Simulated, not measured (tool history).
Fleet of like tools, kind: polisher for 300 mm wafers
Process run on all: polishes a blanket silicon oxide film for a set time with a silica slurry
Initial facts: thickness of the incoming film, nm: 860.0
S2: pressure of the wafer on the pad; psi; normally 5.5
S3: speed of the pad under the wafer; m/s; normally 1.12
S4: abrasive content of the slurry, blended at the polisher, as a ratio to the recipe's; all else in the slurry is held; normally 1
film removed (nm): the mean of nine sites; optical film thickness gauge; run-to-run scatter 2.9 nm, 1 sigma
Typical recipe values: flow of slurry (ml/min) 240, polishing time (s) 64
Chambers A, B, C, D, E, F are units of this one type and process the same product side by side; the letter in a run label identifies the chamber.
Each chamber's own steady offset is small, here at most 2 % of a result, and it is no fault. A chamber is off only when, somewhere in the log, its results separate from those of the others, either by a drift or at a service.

{"run": "1C", "day": 0.417, "flow of slurry (ml/min)": 240, "S2": 5.5, "S3": 1.12, "S4": 1, "polishing time (s)": 64, "film removed (nm)": 277.57}
{"run": "2B", "day": 0.95, "flow of slurry (ml/min)": 240, "S2": 5.5, "S3": 1.12, "S4": 1, "polishing time (s)": 64, "film removed (nm)": 283.06}
{"day": 1.008, "done": "chamber B: worn pad replaced by a new one"}
{"day": 1.021, "done": "chamber A: worn pad replaced by a new one"}
{"day": 1.196, "done": "chamber C: worn pad replaced by a new one"}
{"run": "3D", "day": 1.362, "flow of slurry (ml/min)": 240, "S2": 5.5, "S3": 1.12, "S4": 1, "polishing time (s)": 64, "film removed (nm)": 278.96}
{"day": 1.408, "done": "chamber E: slurry blender recalibrated"}
{"day": 1.571, "done": "chamber B: conditioning disc replaced and pad reconditioned"}
{"day": 1.733, "done": "chamber D: slurry blender recalibrated"}
{"run": "4F", "day": 1.821, "flow of slurry (ml/min)": 240, "S2": 5.5, "S3": 1.12, "S4": 1, "polishing time (s)": 64, "film removed (nm)": 278.11}
{"day": 2.288, "done": "chamber B: slurry blender recalibrated"}
{"run": "5E", "day": 2.358, "flow of slurry (ml/min)": 240, "S2": 5.5, "S3": 1.12, "S4": 1, "polishing time (s)": 64, "film removed (nm)": 283.78}
{"run": "6A", "day": 2.904, "flow of slurry (ml/min)": 240, "S2": 5.5, "S3": 1.12, "S4": 1, "polishing time (s)": 64, "film removed (nm)": 281.46}
{"day": 2.971, "done": "chamber A: slurry blender recalibrated"}
{"day": 3.083, "done": "chamber D: conditioning disc replaced and pad reconditioned"}
{"run": "7A", "day": 3.196, "flow of slurry (ml/min)": 240, "S2": 5.5, "S3": 1.12, "S4": 1, "polishing time (s)": 64, "film removed (nm)": 283.57}
{"day": 3.508, "done": "chamber C: slurry blender recalibrated"}
{"run": "8F", "day": 3.617, "flow of slurry (ml/min)": 240, "S2": 5.5, "S3": 1.12, "S4": 1, "polishing time (s)": 64, "film removed (nm)": 277.75}
{"day": 3.638, "done": "chamber E: worn pad replaced by a new one"}
{"day": 3.838, "done": "chamber B: worn pad replaced by a new one"}
{"day": 3.862, "done": "chamber E: slurry nozzle cleaned"}
{"run": "9B", "day": 3.967, "flow of slurry (ml/min)": 240, "S2": 5.5, "S3": 1.3, "S4": 1, "polishing time (s)": 64, "film removed (nm)": 319.83}
{"day": 4.217, "done": "chamber A: worn pad replaced by a new one"}
{"day": 4.242, "done": "chamber F: worn pad replaced by a new one"}
{"run": "10E", "day": 4.358, "flow of slurry (ml/min)": 240, "S2": 5.5, "S3": 1.3, "S4": 1, "polishing time (s)": 64, "film removed (nm)": 317.09}
{"day": 4.471, "done": "chamber C: worn pad replaced by a new one"}
{"run": "11C", "day": 4.692, "flow of slurry (ml/min)": 240, "S2": 5.5, "S3": 1.3, "S4": 1, "polishing time (s)": 64, "film removed (nm)": 317.01}
{"run": "12D", "day": 5.079, "flow of slurry (ml/min)": 240, "S2": 5.5, "S3": 1.3, "S4": 1, "polishing time (s)": 64, "film removed (nm)": 307.99}
{"run": "13B", "day": 5.454, "flow of slurry (ml/min)": 240, "S2": 5.5, "S3": 1.3, "S4": 1, "polishing time (s)": 64, "film removed (nm)": 318.35}
{"run": "14A", "day": 5.708, "flow of slurry (ml/min)": 240, "S2": 5.5, "S3": 1.3, "S4": 1, "polishing time (s)": 64, "film removed (nm)": 320.63}
{"day": 6.112, "done": "chamber A: conditioning disc replaced and pad reconditioned"}
{"day": 6.129, "done": "chamber C: head pressure recalibrated"}
{"day": 6.2, "done": "chamber B: slurry nozzle cleaned"}
{"run": "15C", "day": 6.267, "flow of slurry (ml/min)": 240, "S2": 5.5, "S3": 1.12, "S4": 1, "polishing time (s)": 64, "film removed (nm)": 288.06}
{"day": 6.558, "done": "chamber E: head pressure recalibrated"}
{"run": "16F", "day": 6.633, "flow of slurry (ml/min)": 240, "S2": 7.1, "S3": 1.12, "S4": 1, "polishing time (s)": 64, "film removed (nm)": 366.47}
{"day": 6.654, "done": "chamber B: worn pad replaced by a new one"}
{"day": 6.696, "done": "chamber F: slurry nozzle cleaned"}
{"day": 6.717, "done": "chamber F: conditioning disc replaced and pad reconditioned"}
{"run": "17E", "day": 6.904, "flow of slurry (ml/min)": 240, "S2": 7.1, "S3": 1.12, "S4": 1, "polishing time (s)": 64, "film removed (nm)": 355.32}
{"day": 7.046, "done": "chamber C: worn pad replaced by a new one"}
{"run": "18D", "day": 7.258, "flow of slurry (ml/min)": 240, "S2": 7.1, "S3": 1.12, "S4": 1, "polishing time (s)": 64, "film removed (nm)": 342.2}
{"day": 7.442, "done": "chamber A: worn pad replaced by a new one"}
{"run": "19D", "day": 7.629, "flow of slurry (ml/min)": 240, "S2": 7.1, "S3": 1.12, "S4": 1, "polishing time (s)": 64, "film removed (nm)": 338.91}
{"run": "20A", "day": 8.112, "flow of slurry (ml/min)": 240, "S2": 7.1, "S3": 1.12, "S4": 1, "polishing time (s)": 64, "film removed (nm)": 355.85}
{"day": 8.25, "done": "chamber D: slurry nozzle cleaned"}
{"run": "21B", "day": 8.554, "flow of slurry (ml/min)": 240, "S2": 7.1, "S3": 1.12, "S4": 1, "polishing time (s)": 64, "film removed (nm)": 369.83}
{"day": 8.604, "done": "chamber F: slurry blender recalibrated"}
{"day": 8.712, "done": "chamber E: worn pad replaced by a new one"}
{"day": 8.788, "done": "chamber F: worn pad replaced by a new one"}
{"day": 8.833, "done": "chamber E: conditioning disc replaced and pad reconditioned"}
{"run": "22C", "day": 8.879, "flow of slurry (ml/min)": 240, "S2": 5.5, "S3": 1.12, "S4": 1, "polishing time (s)": 64, "film removed (nm)": 284.72}
{"run": "23E", "day": 9.288, "flow of slurry (ml/min)": 240, "S2": 5.5, "S3": 1.12, "S4": 1, "polishing time (s)": 64, "film removed (nm)": 281.02}
{"run": "24F", "day": 9.6, "flow of slurry (ml/min)": 240, "S2": 5.5, "S3": 1.12, "S4": 1, "polishing time (s)": 64, "film removed (nm)": 282.04}
{"day": 9.683, "done": "chamber C: worn pad replaced by a new one"}
{"day": 9.9, "done": "chamber B: worn pad replaced by a new one"}
{"run": "25B", "day": 10.054, "flow of slurry (ml/min)": 240, "S2": 5.5, "S3": 1.12, "S4": 1, "polishing time (s)": 64, "film removed (nm)": 280.09}
{"day": 10.229, "done": "chamber F: head pressure recalibrated"}
{"run": "26D", "day": 10.346, "flow of slurry (ml/min)": 240, "S2": 5.5, "S3": 1.12, "S4": 1, "polishing time (s)": 64, "film removed (nm)": 257.53}
{"day": 10.392, "done": "chamber D: conditioning disc replaced and pad reconditioned"}
{"day": 10.725, "done": "chamber A: worn pad replaced by a new one"}
{"run": "27E", "day": 10.779, "flow of slurry (ml/min)": 240, "S2": 5.5, "S3": 1.12, "S4": 1, "polishing time (s)": 64, "film removed (nm)": 285.6}
{"run": "28C", "day": 11.096, "flow of slurry (ml/min)": 240, "S2": 5.5, "S3": 1.12, "S4": 1, "polishing time (s)": 64, "film removed (nm)": 278.63}
{"run": "29A", "day": 11.392, "flow of slurry (ml/min)": 240, "S2": 5.5, "S3": 1.12, "S4": 1, "polishing time (s)": 64, "film removed (nm)": 280.25}
{"run": "30F", "day": 11.921, "flow of slurry (ml/min)": 240, "S2": 5.5, "S3": 1.12, "S4": 1, "polishing time (s)": 64, "film removed (nm)": 284.55}
{"day": 12.208, "done": "chamber F: worn pad replaced by a new one"}
{"run": "31D", "day": 12.246, "flow of slurry (ml/min)": 240, "S2": 4.9, "S3": 1.12, "S4": 1, "polishing time (s)": 78, "film removed (nm)": 269.23}
{"run": "32A", "day": 12.567, "flow of slurry (ml/min)": 240, "S2": 4.9, "S3": 1.12, "S4": 1, "polishing time (s)": 78, "film removed (nm)": 312.1}
{"day": 12.692, "done": "chamber B: slurry blender recalibrated"}
{"day": 12.758, "done": "chamber B: worn pad replaced by a new one"}
{"day": 12.908, "done": "chamber C: worn pad replaced by a new one"}
{"run": "33E", "day": 12.967, "flow of slurry (ml/min)": 240, "S2": 4.9, "S3": 1.12, "S4": 1, "polishing time (s)": 78, "film removed (nm)": 304.05}
{"run": "34C", "day": 13.417, "flow of slurry (ml/min)": 240, "S2": 4.9, "S3": 1.12, "S4": 1, "polishing time (s)": 78, "film removed (nm)": 304.37}
{"run": "35F", "day": 13.708, "flow of slurry (ml/min)": 240, "S2": 4.9, "S3": 1.12, "S4": 1, "polishing time (s)": 78, "film removed (nm)": 303.99}
{"run": "36B", "day": 14.125, "flow of slurry (ml/min)": 240, "S2": 4.9, "S3": 1.12, "S4": 1, "polishing time (s)": 78, "film removed (nm)": 311.97}
{"run": "37B", "day": 14.412, "flow of slurry (ml/min)": 240, "S2": 5.5, "S3": 1.12, "S4": 1, "polishing time (s)": 64, "film removed (nm)": 281.89}

Read the log: is a single chamber off, either drifting away or since a service, is the gauge that measures every chamber drifting, or is nothing wrong beyond small per-chamber offsets? Name any odd chamber and what most likely caused it.

Little by little, chamber D moves away from the other chambers.
What lies behind it: removal rate lost through wear of the pad, % = 13.5.
Not necessarily distinguishable in this log from: head's pressure below its setpoint, %; abrasive missing from the slurry, %.

Which of the 4 candidates below, each the usual settings with something changed and its results left as question marks, puts chamber D back in line with what the other chambers give on the usual settings?
In line means no further than this from the other chambers' mean on the usual settings: film removed (nm) 10
{"run": "38D-1", "day": 14.833, "flow of slurry (ml/min)": 240, "S2": 5.8, "S3": 1.16, "S4": 1, "polishing time (s)": 64, "film removed (nm)": "?"}
{"run": "38D-2", "day": 14.833, "flow of slurry (ml/min)": 240, "S2": 5.1, "S3": 1.04, "S4": 0.95, "polishing time (s)": 64, "film removed (nm)": "?"}
{"run": "38D-3", "day": 14.833, "flow of slurry (ml/min)": 240, "S2": 5.3, "S3": 1.12, "S4": 1, "polishing time (s)": 61, "film removed (nm)": "?"}
{"run": "38D-4", "day": 14.833, "flow of slurry (ml/min)": 240, "S2": 5.8, "S3": 1.18, "S4": 1, "polishing time (s)": 68, "film removed (nm)": "?"}

The other chambers' mean on the usual settings: film removed (nm) 280.49
run=38D-1 film_removed_(nm)=260.58
run=38D-2 film_removed_(nm)=205.23
run=38D-3 film_removed_(nm)=220.87
run=38D-4 film_removed_(nm)=280.73
38D-4 is the one that brings the chamber's results back in line with the other chambers.
